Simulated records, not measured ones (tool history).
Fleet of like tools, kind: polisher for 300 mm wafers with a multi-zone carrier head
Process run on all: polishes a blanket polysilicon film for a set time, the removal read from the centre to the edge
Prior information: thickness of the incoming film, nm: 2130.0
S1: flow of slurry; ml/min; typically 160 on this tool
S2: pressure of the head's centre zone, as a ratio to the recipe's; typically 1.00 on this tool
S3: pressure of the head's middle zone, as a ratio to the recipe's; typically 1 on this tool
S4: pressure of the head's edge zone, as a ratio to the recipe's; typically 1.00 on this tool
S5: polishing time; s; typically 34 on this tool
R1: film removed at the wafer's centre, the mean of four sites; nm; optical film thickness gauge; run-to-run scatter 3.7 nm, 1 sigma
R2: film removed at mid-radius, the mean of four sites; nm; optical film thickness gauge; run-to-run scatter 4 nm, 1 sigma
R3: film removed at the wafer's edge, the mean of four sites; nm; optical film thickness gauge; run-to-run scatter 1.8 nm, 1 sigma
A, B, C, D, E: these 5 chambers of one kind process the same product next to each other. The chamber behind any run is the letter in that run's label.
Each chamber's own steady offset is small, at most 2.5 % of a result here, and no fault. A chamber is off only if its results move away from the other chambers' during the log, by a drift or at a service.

run   hour   S1    S2  S3    S4  S5      R1      R2      R3
       0.7  -- chamber A: centre zone pressure recalibrated
 1E   11.2  160  1.00   1  1.00  34  282.06  271.24  280.06
 2A   21.4  160  1.00   1  1.00  34  277.78  288.23  280.80
      25.9  -- chamber B: worn pad replaced by a new one
 3C   32.1  160  1.00   1  1.00  34  279.33  276.14  280.00
 4B   42.7  160  1.00   1  1.00  34  287.72  284.76  275.90
 5D   50.7  160  1.00   1  1.00  34  284.09  279.82  279.31
      51.8  -- chamber D: worn pad replaced by a new one
      56.3  -- chamber C: worn pad replaced by a new one
      56.5  -- chamber E: worn pad replaced by a new one
      62.3  -- chamber A: slurry nozzle cleaned
 6B   62.9  120  0.91   1  1.00  34  241.99  265.34  264.23
      71.5  -- chamber A: worn pad replaced by a new one
 7C   74.3  120  0.91   1  1.00  34  241.48  263.94  268.32
 8A   83.7  120  0.91   1  1.00  34  234.93  266.21  271.28
      89.2  -- chamber E: slurry nozzle cleaned
 9D   92.8  120  0.91   1  1.00  34  238.24  257.49  269.96
      97.6  -- chamber B: worn pad replaced by a new one
10E   99.3  120  0.91   1  1.00  34  233.16  261.55  272.23
11A  109.0  160  1.00   1  1.00  34  282.91  287.65  285.67
12D  117.9  160  1.00   1  1.00  34  281.75  276.85  278.61
     125.2  -- chamber E: worn pad replaced by a new one
13E  128.0  160  1.00   1  1.00  34  281.75  274.83  281.67
14B  134.0  160  1.00   1  0.89  24  196.86  197.84  186.50
15C  144.1  160  1.00   1  0.89  24  191.04  193.27  185.68
     144.4  -- chamber B: centre zone pressure recalibrated
     151.9  -- chamber D: worn pad replaced by a new one
     155.7  -- chamber A: worn pad replaced by a new one
16E  156.4  160  1.00   1  0.89  24  203.58  192.72  187.12
     159.8  -- chamber C: worn pad replaced by a new one
17C  167.0  160  1.00   1  0.89  24  192.99  186.19  185.36
     177.4  -- chamber B: worn pad replaced by a new one
18B  177.4  160  1.00   1  0.89  24  199.86  202.95  182.97
     184.5  -- chamber B: slurry nozzle cleaned
19D  189.9  160  1.00   1  1.00  34  279.12  272.10  279.01
20A  199.7  120  1.00   1  1.05  34  259.35  272.10  279.13
     205.2  -- chamber E: worn pad replaced by a new one
21E  208.1  120  1.00   1  1.05  34  271.03  264.12  271.91
22D  216.9  120  1.00   1  1.05  34  267.79  259.87  271.99
23A  222.5  120  1.00   1  1.05  34  258.02  269.92  276.98
24B  231.6  120  1.00   1  1.05  34  268.19  269.63  274.13
25C  243.9  160  1.00   1  1.00  34  271.02  269.86  269.14
26C  253.5  160  1.00   1  1.00  44  343.46  341.13  354.14
     256.4  -- chamber A: worn pad replaced by a new one
     257.1  -- chamber B: worn pad replaced by a new one
     258.1  -- chamber D: worn pad replaced by a new one
27B  265.9  160  1.00   1  1.00  44  367.27  368.88  364.48
     276.9  -- chamber C: worn pad replaced by a new one
28D  277.3  160  1.00   1  1.00  44  364.03  364.41  359.31
     283.8  -- chamber E: worn pad replaced by a new one
     283.9  -- chamber D: slurry nozzle cleaned
29A  286.2  160  1.00   1  1.00  44  362.35  366.82  366.09
30E  295.3  160  1.00   1  1.00  44  364.89  357.45  360.95
31D  307.9  160  1.00   1  1.00  34  293.96  286.15  280.20
32B  315.2  160  1.00   1  1.00  34  276.17  281.40  279.00
33A  325.6  160  1.00   1  1.05  34  278.57  279.61  292.93
34E  334.1  160  1.00   1  1.05  34  279.79  277.41  284.70
35C  341.7  160  1.00   1  1.05  34  257.38  255.96  273.92
36A  349.5  160  1.00   1  1.05  34  274.00  283.09  290.93
37E  357.8  160  1.00   1  1.05  34  278.85  277.37  285.40
     365.6  -- chamber C: centre zone pressure recalibrated
38C  367.6  160  1.00   1  1.00  34  257.61  261.67  263.83

For the next run the whole fleet of 5 chambers uses the same settings. Give each chamber's results:
39A  376.9  160  1.00   1  0.89  34   ?   ?   ?
39B  376.9  160  1.00   1  0.89  34   ?   ?   ?
39C  376.9  160  1.00   1  0.89  34   ?   ?   ?
39D  376.9  160  1.00   1  0.89  34   ?   ?   ?
39E  376.9  160  1.00   1  0.89  34   ?   ?   ?

run      R1      R2      R3
39A  278.81  285.28  268.46
39B  284.26  281.59  263.26
39C  253.86  264.72  248.12
39D  285.44  279.77  267.58
39E  285.49  277.15  261.93
